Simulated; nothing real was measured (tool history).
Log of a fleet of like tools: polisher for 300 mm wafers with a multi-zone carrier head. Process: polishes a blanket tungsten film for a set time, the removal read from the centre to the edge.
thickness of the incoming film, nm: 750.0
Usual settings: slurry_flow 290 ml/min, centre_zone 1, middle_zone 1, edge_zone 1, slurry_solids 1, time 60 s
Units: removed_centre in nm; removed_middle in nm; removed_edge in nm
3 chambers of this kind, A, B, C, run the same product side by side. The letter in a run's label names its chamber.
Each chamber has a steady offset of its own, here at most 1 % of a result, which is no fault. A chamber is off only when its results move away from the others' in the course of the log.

{"run": "1C", "hour": 8.0, "slurry_flow": 290, "centre_zone": 1, "middle_zone": 1, "edge_zone": 1, "slurry_solids": 1, "time": 60, "removed_centre": 225.99, "removed_middle": 230.78, "removed_edge": 229.43}
{"run": "2A", "hour": 15.1, "slurry_flow": 290, "centre_zone": 1, "middle_zone": 1, "edge_zone": 1, "slurry_solids": 1, "time": 60, "removed_centre": 226.2, "removed_middle": 231.18, "removed_edge": 230}
{"run": "3B", "hour": 20.3, "slurry_flow": 290, "centre_zone": 1, "middle_zone": 1, "edge_zone": 1, "slurry_solids": 1, "time": 60, "removed_centre": 230.01, "removed_middle": 234.32, "removed_edge": 224.86}
{"run": "4A", "hour": 27.2, "slurry_flow": 290, "centre_zone": 1, "middle_zone": 1, "edge_zone": 1, "slurry_solids": 1, "time": 60, "removed_centre": 227.51, "removed_middle": 229.42, "removed_edge": 226.24}
{"run": "5B", "hour": 32.2, "slurry_flow": 290, "centre_zone": 1, "middle_zone": 1, "edge_zone": 1, "slurry_solids": 1, "time": 60, "removed_centre": 230.84, "removed_middle": 229.34, "removed_edge": 229.28}
{"hour": 36.0, "done": "chamber C: edge zone pressure recalibrated"}
{"run": "6C", "hour": 38.4, "slurry_flow": 290, "centre_zone": 1, "middle_zone": 1, "edge_zone": 1, "slurry_solids": 1, "time": 60, "removed_centre": 227.89, "removed_middle": 233.94, "removed_edge": 230.5}
{"run": "7C", "hour": 45.2, "slurry_flow": 290, "centre_zone": 1, "middle_zone": 0.94, "edge_zone": 1, "slurry_solids": 1, "time": 60, "removed_centre": 225.76, "removed_middle": 218.31, "removed_edge": 231}
{"run": "8B", "hour": 52.0, "slurry_flow": 290, "centre_zone": 1, "middle_zone": 0.94, "edge_zone": 1, "slurry_solids": 1, "time": 60, "removed_centre": 229.97, "removed_middle": 222.28, "removed_edge": 230.46}
{"hour": 56.2, "done": "chamber C: worn pad replaced by a new one"}
{"run": "9A", "hour": 57.9, "slurry_flow": 290, "centre_zone": 1, "middle_zone": 0.94, "edge_zone": 1, "slurry_solids": 1, "time": 60, "removed_centre": 227.86, "removed_middle": 214.02, "removed_edge": 221.46}
{"run": "10B", "hour": 63.9, "slurry_flow": 290, "centre_zone": 1, "middle_zone": 1, "edge_zone": 1, "slurry_solids": 1, "time": 60, "removed_centre": 229.72, "removed_middle": 233.82, "removed_edge": 228.24}
{"run": "11C", "hour": 69.0, "slurry_flow": 290, "centre_zone": 1, "middle_zone": 1, "edge_zone": 1, "slurry_solids": 1, "time": 60, "removed_centre": 228.03, "removed_middle": 229.87, "removed_edge": 231.04}
{"hour": 72.8, "done": "chamber A: centre zone pressure recalibrated"}
{"run": "12A", "hour": 75.4, "slurry_flow": 290, "centre_zone": 1, "middle_zone": 1, "edge_zone": 1, "slurry_solids": 1, "time": 60, "removed_centre": 224.11, "removed_middle": 229.13, "removed_edge": 225.62}
{"hour": 78.8, "done": "chamber C: slurry nozzle cleaned"}
{"run": "13C", "hour": 83.5, "slurry_flow": 235, "centre_zone": 1.05, "middle_zone": 1, "edge_zone": 1, "slurry_solids": 1, "time": 60, "removed_centre": 234.29, "removed_middle": 231.01, "removed_edge": 227.96}
{"run": "14A", "hour": 91.4, "slurry_flow": 235, "centre_zone": 1.05, "middle_zone": 1, "edge_zone": 1, "slurry_solids": 1, "time": 60, "removed_centre": 229.41, "removed_middle": 220.97, "removed_edge": 218.99}
{"run": "15B", "hour": 95.6, "slurry_flow": 235, "centre_zone": 1.05, "middle_zone": 1, "edge_zone": 1, "slurry_solids": 1, "time": 60, "removed_centre": 236.15, "removed_middle": 224.02, "removed_edge": 223.16}
{"run": "16C", "hour": 102.3, "slurry_flow": 290, "centre_zone": 1, "middle_zone": 1, "edge_zone": 1, "slurry_solids": 1, "time": 60, "removed_centre": 226.55, "removed_middle": 224.78, "removed_edge": 229.92}
{"run": "17A", "hour": 111.0, "slurry_flow": 290, "centre_zone": 1, "middle_zone": 1, "edge_zone": 1, "slurry_solids": 1, "time": 60, "removed_centre": 219.74, "removed_middle": 223.47, "removed_edge": 219.67}
{"run": "18B", "hour": 119.7, "slurry_flow": 355, "centre_zone": 1, "middle_zone": 1, "edge_zone": 1, "slurry_solids": 1, "time": 60, "removed_centre": 237.49, "removed_middle": 231.51, "removed_edge": 227.79}
{"run": "19C", "hour": 128.2, "slurry_flow": 355, "centre_zone": 1, "middle_zone": 1, "edge_zone": 1, "slurry_solids": 1, "time": 60, "removed_centre": 235.23, "removed_middle": 229.65, "removed_edge": 234.53}
{"run": "20B", "hour": 132.6, "slurry_flow": 355, "centre_zone": 1, "middle_zone": 1, "edge_zone": 1, "slurry_solids": 1, "time": 60, "removed_centre": 238.88, "removed_middle": 232.7, "removed_edge": 235.34}
{"run": "21A", "hour": 138.5, "slurry_flow": 290, "centre_zone": 1, "middle_zone": 1, "edge_zone": 1, "slurry_solids": 1, "time": 60, "removed_centre": 218.68, "removed_middle": 223.76, "removed_edge": 220.17}

What goes on in this fleet: one chamber off, a drifting gauge, or nothing beyond the chambers' own small offsets? Name the chamber and the cause, if any.

Chamber A drifts away from the others.
Cause: removal rate lost through wear of the pad, % = 4.62.
The log may not tell that from: slurry flow missing at the pad, %.

Here are 4 candidates for chamber A's next run, each the usual settings with a change, their results left as question marks. Which one brings its results back in line with what the others give on the usual settings?
In line means no further than this from the other chambers' mean on the usual settings: removed_centre 6.3 nm; removed_middle 12 nm; removed_edge 9.1 nm
{"run": "22A-1", "hour": 144.9, "slurry_flow": 290, "centre_zone": 1, "middle_zone": 0.98, "edge_zone": 1.01, "slurry_solids": 1, "time": 66, "removed_centre": "?", "removed_middle": "?", "removed_edge": "?"}
{"run": "22A-2", "hour": 144.9, "slurry_flow": 290, "centre_zone": 1, "middle_zone": 1.02, "edge_zone": 0.99, "slurry_solids": 1, "time": 54, "removed_centre": "?", "removed_middle": "?", "removed_edge": "?"}
{"run": "22A-3", "hour": 144.9, "slurry_flow": 290, "centre_zone": 1, "middle_zone": 1.01, "edge_zone": 0.99, "slurry_solids": 1, "time": 57, "removed_centre": "?", "removed_middle": "?", "removed_edge": "?"}
{"run": "22A-4", "hour": 144.9, "slurry_flow": 290, "centre_zone": 1, "middle_zone": 0.99, "edge_zone": 1.01, "slurry_solids": 1, "time": 63, "removed_centre": "?", "removed_middle": "?", "removed_edge": "?"}

The other chambers' mean on the usual settings: removed_centre 229.39 nm; removed_middle 229.6 nm; removed_edge 228.99 nm
run=22A-1 removed_centre=241.01 removed_middle=235.68 removed_edge=241.65
run=22A-2 removed_centre=197.25 removed_middle=200.16 removed_edge=195.56
run=22A-3 removed_centre=208.19 removed_middle=209.34 removed_edge=206.45
run=22A-4 removed_centre=230.07 removed_middle=227.1 removed_edge=230.64
22A-4 brings the chamber back in line.
